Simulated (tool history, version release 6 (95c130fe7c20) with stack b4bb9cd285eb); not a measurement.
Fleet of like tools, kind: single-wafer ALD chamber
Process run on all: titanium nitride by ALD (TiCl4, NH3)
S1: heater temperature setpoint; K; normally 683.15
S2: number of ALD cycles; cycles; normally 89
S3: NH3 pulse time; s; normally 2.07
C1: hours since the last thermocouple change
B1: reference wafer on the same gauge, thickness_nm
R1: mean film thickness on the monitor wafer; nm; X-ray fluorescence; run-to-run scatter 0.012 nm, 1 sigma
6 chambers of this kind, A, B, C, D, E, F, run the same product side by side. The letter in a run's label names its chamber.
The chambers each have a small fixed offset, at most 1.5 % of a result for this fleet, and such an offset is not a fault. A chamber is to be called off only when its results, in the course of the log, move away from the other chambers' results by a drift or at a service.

Run 1A, hour 12.5: usual settings; C1 436.9; B1 2.1902. Result: R1 1.9495 nm.
Run 2E, hour 27.5: usual settings; C1 591.2; B1 2.189. Result: R1 1.9942 nm.
Run 3F, hour 42.6: usual settings; C1 50; B1 2.1883. Result: R1 1.975 nm.
Run 4D, hour 57.5: usual settings; C1 741.8; B1 2.1929. Result: R1 1.9702 nm.
Run 5C, hour 72.6: usual settings; C1 1552.7; B1 2.1906. Result: R1 1.9922 nm.
Run 6B, hour 85.8: usual settings; C1 793.3; B1 2.1867. Result: R1 1.9918 nm.
Run 7C, hour 95.7: usual settings; C1 1575.8; B1 2.1907. Result: R1 1.9959 nm.
Run 8B, hour 106.3: usual settings; C1 813.8; B1 2.188. Result: R1 1.9633 nm.
Run 9E, hour 116.3: usual settings but S1 689.15 K; C1 680; B1 2.1928. Result: R1 1.974 nm.
Run 10D, hour 128.8: usual settings but S1 689.15 K; C1 813.1; B1 2.1916. Result: R1 1.9753 nm.
Run 11A, hour 138: usual settings but S1 689.15 K; C1 562.4; B1 2.191. Result: R1 1.9593 nm.
Run 12F, hour 147: usual settings but S1 689.15 K; C1 154.4; B1 2.1896. Result: R1 1.9867 nm.
Run 13A, hour 156.6: usual settings but S1 689.15 K; C1 581; B1 2.1893. Result: R1 1.9615 nm.
Run 14D, hour 169.4: usual settings but S1 689.15 K; C1 853.7; B1 2.1881. Result: R1 1.9797 nm.
Run 15F, hour 178.2: usual settings but S1 691.15 K, S2 99 cycles; C1 185.6; B1 2.1888. Result: R1 2.192 nm.
Run 16C, hour 194.6: usual settings but S1 691.15 K, S2 99 cycles; C1 1674.7; B1 2.1915. Result: R1 2.2305 nm.
Run 17B, hour 204.2: usual settings but S1 691.15 K, S2 99 cycles; C1 911.7; B1 2.1901. Result: R1 2.2065 nm.
Run 18E, hour 218.7: usual settings but S1 691.15 K, S2 99 cycles; C1 782.4; B1 2.1933. Result: R1 2.2199 nm.
Run 19E, hour 229.1: usual settings but S1 691.15 K, S2 99 cycles; C1 792.8; B1 2.1886. Result: R1 2.1957 nm.
Run 20C, hour 242.5: usual settings but S1 691.15 K, S2 99 cycles; C1 1722.6; B1 2.1892. Result: R1 2.2192 nm.
Run 21D, hour 258: usual settings but S1 697.15 K, S3 1.57 s; C1 942.3; B1 2.1876. Result: R1 1.9792 nm.
Run 22F, hour 270.2: usual settings but S1 697.15 K, S3 1.57 s; C1 277.6; B1 2.1899. Result: R1 1.9584 nm.
Run 23B, hour 278.2: usual settings but S1 697.15 K, S3 1.57 s; C1 985.7; B1 2.1885. Result: R1 1.9654 nm.
Run 24A, hour 286.5: usual settings but S1 697.15 K, S3 1.57 s; C1 710.9; B1 2.1895. Result: R1 1.9247 nm.
Run 25D, hour 302.2: usual settings but S1 697.15 K, S3 1.57 s; C1 986.5; B1 2.1892. Result: R1 1.9651 nm.
Run 26C, hour 313.6: usual settings but S1 697.15 K, S3 1.57 s; C1 1793.7; B1 2.1892. Result: R1 1.9843 nm.
Run 27A, hour 323.4: usual settings; C1 747.8; B1 2.1883. Result: R1 1.9357 nm.
Run 28F, hour 334.4: usual settings; C1 341.8; B1 2.1918. Result: R1 1.9658 nm.
Run 29B, hour 341.7: usual settings but S1 690.15 K; C1 1049.2; B1 2.1909. Result: R1 1.9776 nm.
Run 30E, hour 357: usual settings but S1 690.15 K; C1 920.7; B1 2.1915. Result: R1 1.9831 nm.
Run 31C, hour 364.4: usual settings but S1 690.15 K; C1 1844.5; B1 2.1893. Result: R1 1.9917 nm.
Run 32D, hour 372.5: usual settings but S1 690.15 K; C1 1056.8; B1 2.1896. Result: R1 1.986 nm.
Run 33A, hour 380.3: usual settings but S1 690.15 K; C1 804.7; B1 2.1888. Result: R1 1.9487 nm.
Run 34F, hour 396.3: usual settings but S1 690.15 K; C1 403.7; B1 2.1875. Result: R1 1.9679 nm.
Run 35B, hour 409.9: usual settings; C1 1117.4; B1 2.1909. Result: R1 1.9748 nm.
Run 36E, hour 423.4: usual settings but S3 1.4 s; C1 987.1; B1 2.1897. Result: R1 1.9559 nm.
Run 37E, hour 435.9: usual settings but S3 1.4 s; C1 999.6; B1 2.1895. Result: R1 1.9611 nm.
Run 38F, hour 452: usual settings but S3 1.4 s; C1 459.4; B1 2.1935. Result: R1 1.953 nm.
Run 39D, hour 468.4: usual settings but S3 1.4 s; C1 1152.7; B1 2.1894. Result: R1 1.9358 nm.
Run 40C, hour 482.3: usual settings but S3 1.4 s; C1 1962.4; B1 2.1903. Result: R1 1.9722 nm.
Run 41A, hour 490.2: usual settings but S3 1.4 s; C1 914.6; B1 2.1907. Result: R1 1.9215 nm.
Run 42B, hour 505.4: usual settings; C1 1212.9; B1 2.1915. Result: R1 1.9873 nm.
Run 43F, hour 515.6: usual settings; C1 523; B1 2.1917. Result: R1 1.9607 nm.

Is one chamber out of step, is the gauge drifting, or do the chambers differ by no more than their own small offsets? For an off chamber, give its letter and the likeliest cause.

All chambers stay in line apart from their small fixed offsets, and the gauge does not drift.
